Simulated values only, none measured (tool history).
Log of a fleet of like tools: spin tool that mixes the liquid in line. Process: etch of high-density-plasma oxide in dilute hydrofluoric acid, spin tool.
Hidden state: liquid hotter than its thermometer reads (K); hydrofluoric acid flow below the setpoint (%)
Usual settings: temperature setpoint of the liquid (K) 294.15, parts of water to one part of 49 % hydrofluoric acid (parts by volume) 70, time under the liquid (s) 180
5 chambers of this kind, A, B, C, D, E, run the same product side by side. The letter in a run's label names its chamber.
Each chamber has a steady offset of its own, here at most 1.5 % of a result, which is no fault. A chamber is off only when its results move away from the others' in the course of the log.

| run | hour | temperature setpoint of the liquid (K) | parts of water to one part of 49 % hydrofluoric acid (parts by volume) | time under the liquid (s) | hours since the thermometer was replaced | hours since the hydrofluoric acid flow meter was replaced | read-back film thickness of the high-density-plasma oxide reference wafer, read on the same gauge (nm) | thickness taken off the high-density-plasma oxide on a monitor wafer (Å) |
|---|---|---|---|---|---|---|---|---|
| 1B | 6.4 | 294.15 | 70 | 180 | 62.3 | 1349 | 29.993 | 123.49 |
| 2D | 16.4 | 294.15 | 70 | 180 | 897.1 | 114.3 | 30.025 | 125.7 |
| 3C | 22.4 | 294.15 | 70 | 180 | 232.9 | 322.3 | 29.989 | 126.36 |
| 4A | 28.9 | 294.15 | 70 | 180 | 1017.8 | 138.8 | 29.961 | 124.4 |
| 5E | 38.7 | 294.15 | 70 | 180 | 39.2 | 308.3 | 29.977 | 126.18 |
| 6E | 47.4 | 294.15 | 70 | 180 | 47.9 | 317 | 30.01 | 125.91 |
| 7B | 56.3 | 290.15 | 70 | 180 | 112.2 | 1398.9 | 29.997 | 104.32 |
| 8D | 63.2 | 290.15 | 70 | 180 | 943.9 | 161.1 | 29.989 | 105.33 |
| 9A | 69.6 | 290.15 | 70 | 180 | 1058.5 | 179.5 | 30.023 | 105.22 |
| 10C | 79.3 | 290.15 | 70 | 180 | 289.8 | 379.2 | 30.018 | 105.69 |
| 11B | 87.9 | 290.15 | 70 | 180 | 143.8 | 1430.5 | 30.07 | 103.8 |
| 12C | 98.7 | 294.15 | 70 | 180 | 309.2 | 398.6 | 30.026 | 124.89 |
| 13A | 109.2 | 294.15 | 70 | 180 | 1098.1 | 219.1 | 29.953 | 126.01 |
| 14E | 119.9 | 298.65 | 70 | 180 | 120.4 | 389.5 | 30.032 | 148.46 |
| 15D | 126.4 | 298.65 | 70 | 180 | 1007.1 | 224.3 | 29.983 | 150.73 |
| 16C | 133.5 | 298.65 | 70 | 180 | 344 | 433.4 | 29.961 | 149.97 |
| 17A | 146 | 298.65 | 70 | 180 | 1134.9 | 255.9 | 29.992 | 148.06 |
| 18B | 153.3 | 298.65 | 70 | 180 | 209.2 | 1495.9 | 30.025 | 145.99 |
| 19D | 165.9 | 294.15 | 70 | 180 | 1046.6 | 263.8 | 30.012 | 126.03 |
| 20E | 176.2 | 294.15 | 70 | 180 | 176.7 | 445.8 | 29.987 | 120.85 |
| 21C | 188.3 | 297.65 | 70 | 180 | 398.8 | 488.2 | 29.969 | 142.8 |
| 22A | 198.1 | 297.65 | 70 | 180 | 1187 | 308 | 30.027 | 143.46 |
| 23D | 209.3 | 297.65 | 70 | 180 | 1090 | 307.2 | 29.992 | 144.67 |
| 24E | 221.6 | 297.65 | 70 | 180 | 222.1 | 491.2 | 29.968 | 135.79 |
| 25B | 233.5 | 297.65 | 70 | 180 | 289.4 | 1576.1 | 29.988 | 142.54 |
| 26A | 244.9 | 294.15 | 70 | 180 | 1233.8 | 354.8 | 30.021 | 124.23 |
| 27B | 256.6 | 294.15 | 70 | 180 | 312.5 | 1599.2 | 30.014 | 124.42 |
| 28D | 266.7 | 294.15 | 70 | 180 | 1147.4 | 364.6 | 30.032 | 125.55 |
| 29E | 277.4 | 294.15 | 70 | 180 | 277.9 | 547 | 30.017 | 116.36 |
| 30C | 289.7 | 294.15 | 70 | 180 | 500.2 | 589.6 | 30.016 | 124.81 |
| 31D | 296.2 | 294.15 | 70 | 180 | 1176.9 | 394.1 | 29.996 | 124.28 |
| 32C | 307.1 | 294.15 | 70 | 180 | 517.6 | 607 | 29.995 | 123.79 |
| 33A | 318.5 | 294.15 | 70 | 180 | 1307.4 | 428.4 | 30.017 | 126.89 |
| 34B | 331 | 294.15 | 70 | 100 | 386.9 | 1673.6 | 30.002 | 68.297 |
| 35E | 342 | 294.15 | 70 | 100 | 342.5 | 611.6 | 30.001 | 62.036 |
| 36C | 355 | 294.15 | 70 | 100 | 565.5 | 654.9 | 30.007 | 69.761 |
| 37A | 363.1 | 294.15 | 70 | 100 | 1352 | 473 | 30.009 | 70.282 |
| 38B | 375 | 294.15 | 70 | 100 | 430.9 | 1717.6 | 30.02 | 69.393 |
| 39E | 387.3 | 294.15 | 70 | 180 | 387.8 | 656.9 | 30.018 | 113.28 |

Is one chamber off against the others, does the gauge drift, or is nothing wrong? If a chamber is off, say which, and what the likeliest cause is.

Chamber E drifts away from the others.
Cause: hydrofluoric acid flow below the setpoint (%) = 10.
The log may not tell that from: liquid colder than its thermometer reads (K).

Here are 4 candidates for chamber E's next run, each the usual settings with a change, their results left as question marks. Which one brings its results back in line with what the others give on the usual settings?
In line means no further than this from the other chambers' mean on the usual settings: thickness taken off the high-density-plasma oxide on a monitor wafer (Å) 3.8
| 40E-1 | 396.9 | 294.65 | 70 | 200 |  |  |  | ? |
| 40E-2 | 396.9 | 294.15 | 70 | 170 |  |  |  | ? |
| 40E-3 | 396.9 | 294.15 | 70 | 190 |  |  |  | ? |
| 40E-4 | 396.9 | 291.15 | 70 | 180 |  |  |  | ? |

The other chambers' mean on the usual settings: thickness taken off the high-density-plasma oxide on a monitor wafer (Å) 124.65
| run | thickness taken off the high-density-plasma oxide on a monitor wafer (Å) |
|---|---|
| 40E-1 | 126.14 |
| 40E-2 | 105.07 |
| 40E-3 | 117.43 |
| 40E-4 | 98.334 |
40E-1 brings the chamber back in line.
